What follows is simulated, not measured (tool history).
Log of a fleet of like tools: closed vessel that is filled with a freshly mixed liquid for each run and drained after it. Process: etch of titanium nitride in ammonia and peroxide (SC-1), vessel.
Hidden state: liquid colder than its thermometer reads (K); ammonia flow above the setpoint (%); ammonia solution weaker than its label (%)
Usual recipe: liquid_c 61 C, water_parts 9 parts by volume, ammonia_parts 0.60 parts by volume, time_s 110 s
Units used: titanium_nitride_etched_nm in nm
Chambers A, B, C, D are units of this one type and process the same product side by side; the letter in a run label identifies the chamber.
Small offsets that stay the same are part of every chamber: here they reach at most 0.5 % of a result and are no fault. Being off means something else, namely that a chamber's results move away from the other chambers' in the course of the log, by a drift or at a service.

run,hour,liquid_c,water_parts,ammonia_parts,time_s,hours since the thermometer was replaced,hours since the ammonia flow meter was replaced,hours since the drum of ammonia solution was connected,"read-back film thickness of the titanium nitride reference wafer, read on the same gauge (nm)",titanium_nitride_etched_nm
1D,5.6,61,9,0.60,110,814.6,181.9,78.1,109.99,16.3340
2B,13.5,61,9,0.60,110,473.3,583.7,103.8,110.02,16.2120
3A,18.9,61,9,0.60,110,168.7,483.9,117.8,109.99,16.1900
4C,26.9,61,9,0.60,110,1495.0,753.9,347.6,110.03,16.0570
5A,32.7,61,9,0.60,110,182.5,497.7,131.6,109.97,16.0990
6D,38.3,61,9,0.60,110,847.3,214.6,110.8,110.00,16.0520
7C,45.7,61,9,0.60,110,1513.8,772.7,366.4,110.04,15.9850
8B,49.8,61,9,0.60,110,509.6,620.0,140.1,109.99,16.4530
9A,55.8,61,9,0.60,110,205.6,520.8,154.7,110.01,16.1840
10D,62.1,61,9,0.60,110,871.1,238.4,134.6,110.01,16.3960
11B,67.7,61,9,0.60,110,527.5,637.9,158.0,110.01,16.4190
12C,74.9,61,9,0.60,110,1543.0,801.9,395.6,109.99,16.2630
13B,81.5,61,9,0.60,110,541.3,651.7,171.8,110.00,16.1500
14D,87.6,61,9,0.45,60,896.6,263.9,160.1,109.98,8.4162
15C,91.7,61,9,0.45,60,1559.8,818.7,412.4,110.01,8.3477
16A,99.6,61,9,0.45,60,249.4,564.6,198.5,109.99,8.4048
17B,106.9,61,9,0.45,60,566.7,677.1,197.2,110.02,8.4612
18D,113.1,61,9,0.60,110,922.1,289.4,185.6,110.01,16.2390
19A,120.8,61,9,0.60,110,270.6,585.8,219.7,109.97,16.1650
20C,124.6,61,9,0.60,110,1592.7,851.6,445.3,110.01,16.1490
21C,128.8,61,9,0.60,110,1596.9,855.8,449.5,109.99,16.3120
22A,132.9,61,9,0.60,110,282.7,597.9,231.8,109.99,16.2460
23D,139.6,61,9,0.60,110,948.6,315.9,212.1,109.96,16.4320
24B,145.6,61,9,0.60,110,605.4,715.8,235.9,110.00,16.2090
25D,151.4,61,9,0.60,110,960.4,327.7,223.9,110.03,16.1850
26A,154.9,61,9,0.60,110,304.7,619.9,253.8,110.01,16.2210
27B,160.4,61,9,0.60,110,620.2,730.6,250.7,110.05,16.3240
28C,167.7,61,9,0.60,110,1635.8,894.7,488.4,109.98,16.1420
29B,173.2,61,9,0.60,110,633.0,743.4,263.5,109.98,16.2650
30C,177.4,61,9,0.60,110,1645.5,904.4,498.1,109.96,16.1020
31A,184.0,61,9,0.60,110,333.8,649.0,282.9,109.99,16.2420
32D,192.0,61,9,0.60,110,1001.0,368.3,264.5,110.01,16.0820
33B,199.2,61,9,0.60,110,659.0,769.4,289.5,109.99,16.1710
34C,206.3,61,13,0.60,110,1674.4,933.3,527.0,109.98,13.2860
35D,212.1,61,13,0.60,110,1021.1,388.4,284.6,109.98,13.2730
36A,219.2,61,13,0.60,110,369.0,684.2,318.1,110.01,13.3650
37A,223.2,61,13,0.60,110,373.0,688.2,322.1,110.00,13.3830
38C,230.8,61,9,0.60,110,1698.9,957.8,551.5,109.98,16.2330
39B,237.3,61,9,0.60,110,697.1,807.5,327.6,110.02,16.3240
# hour 239.6: chamber D: thermometer replaced
40D,243.8,61,9,0.60,110,4.2,420.1,316.3,110.01,16.2190
41B,249.5,61,11,0.60,110,709.3,819.7,339.8,109.98,14.5750
42A,255.1,61,11,0.60,110,404.9,720.1,354.0,110.03,14.7040

Is one chamber out of step, is the gauge drifting, or do the chambers differ by no more than their own small offsets? For an off chamber, give its letter and the likeliest cause.

No chamber stands off beyond its own small offset, and the gauge holds steady.

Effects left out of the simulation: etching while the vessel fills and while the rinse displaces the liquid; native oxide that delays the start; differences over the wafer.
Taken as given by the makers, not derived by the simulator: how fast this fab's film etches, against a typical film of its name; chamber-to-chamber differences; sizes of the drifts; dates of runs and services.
